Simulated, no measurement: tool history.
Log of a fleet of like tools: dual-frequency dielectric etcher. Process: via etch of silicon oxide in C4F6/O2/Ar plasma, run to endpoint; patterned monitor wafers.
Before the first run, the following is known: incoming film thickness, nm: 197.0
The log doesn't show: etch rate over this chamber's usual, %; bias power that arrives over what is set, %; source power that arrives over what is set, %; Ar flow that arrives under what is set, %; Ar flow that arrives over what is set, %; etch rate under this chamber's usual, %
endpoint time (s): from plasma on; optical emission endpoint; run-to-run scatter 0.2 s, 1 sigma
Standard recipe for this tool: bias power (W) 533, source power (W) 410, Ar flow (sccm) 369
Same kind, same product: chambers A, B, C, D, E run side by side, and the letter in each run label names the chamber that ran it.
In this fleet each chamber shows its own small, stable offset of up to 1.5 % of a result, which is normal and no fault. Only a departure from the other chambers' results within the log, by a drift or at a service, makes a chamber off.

run,hour,bias power (W),source power (W),Ar flow (sccm),hours since the last wet clean,hours since the last bias power generator calibration,hours since the last source power generator calibration,hours since the last Ar flow controller change,endpoint time (s)
1D,3.2,533,410,369,436.4,2877.5,186.1,827.2,42.432
2C,9.7,533,410,369,114.3,1769.9,58.6,1796.6,43.215
3E,13.2,533,410,369,480.7,565.9,990.9,2423.5,42.966
4A,19.7,533,410,369,383.6,107.2,908.5,1923.0,43.508
# hour 25.1: chamber D: wet clean of the chamber
5B,25.3,533,410,369,361.1,2828.7,61.2,2307.9,43.066
6D,29.1,533,410,369,4.0,2903.4,212.0,853.1,42.896
7B,32.5,533,410,369,368.3,2835.9,68.4,2315.1,42.919
8A,36.0,533,410,369,399.9,123.5,924.8,1939.3,43.923
9E,42.3,533,410,369,509.8,595.0,1020.0,2452.6,43.180
# hour 45.8: chamber A: wet clean of the chamber
10C,48.6,632,410,369,153.2,1808.8,97.5,1835.5,40.846
# hour 48.7: chamber E: wet clean of the chamber
11E,55.0,632,410,369,6.3,607.7,1032.7,2465.3,40.608
12C,61.5,632,410,369,166.1,1821.7,110.4,1848.4,40.559
13D,68.3,632,410,369,43.2,2942.6,251.2,892.3,40.011
14A,72.9,632,410,369,27.1,160.4,961.7,1976.2,40.680
15B,79.1,533,410,406,414.9,2882.5,115.0,2361.7,43.363
16C,83.5,533,410,406,188.1,1843.7,132.4,1870.4,43.554
17D,88.6,533,410,406,63.5,2962.9,271.5,912.6,43.014
18A,93.0,533,410,406,47.2,180.5,981.8,1996.3,43.918
19E,96.7,533,410,406,48.0,649.4,1074.4,2507.0,43.051
20B,103.7,533,340,312,439.5,2907.1,139.6,2386.3,45.169
21C,108.7,533,340,312,213.3,1868.9,157.6,1895.6,45.266
22A,113.5,533,340,312,67.7,201.0,1002.3,2016.8,45.443
23D,119.7,533,340,312,94.6,2994.0,302.6,943.7,44.951
24E,125.3,533,340,312,76.6,678.0,1103.0,2535.6,45.049
# hour 126.0: chamber B: wet clean of the chamber
25B,132.3,533,410,369,6.4,2935.7,168.2,2414.9,42.789
26D,138.2,533,410,369,113.1,3012.5,321.1,962.2,42.813
27A,142.0,533,410,369,96.2,229.5,1030.8,2045.3,43.506
28C,145.1,533,410,369,249.7,1905.3,194.0,1932.0,43.546
29E,149.6,533,410,369,100.9,702.3,1127.3,2559.9,43.022
30B,154.3,533,410,369,28.4,2957.7,190.2,2436.9,42.863
31D,159.3,533,410,369,134.2,3033.6,342.2,983.3,42.456
32E,163.2,533,410,369,114.5,715.9,1140.9,2573.5,42.600
33C,166.9,533,410,369,271.5,1927.1,215.8,1953.8,43.608
34A,171.9,533,410,369,126.1,259.4,1060.7,2075.2,43.314
35B,178.6,533,410,369,52.7,2982.0,214.5,2461.2,42.853
36C,182.1,533,410,404,286.7,1942.3,231.0,1969.0,43.480
37B,189.2,533,410,404,63.3,2992.6,225.1,2471.8,43.258
38E,195.6,533,410,404,146.9,748.3,1173.3,2605.9,43.421

What goes on in this fleet: one chamber off, a drifting gauge, or nothing beyond the chambers' own small offsets? Name the chamber and the cause, if any.

No chamber stands off beyond its own small offset, and the gauge holds steady.
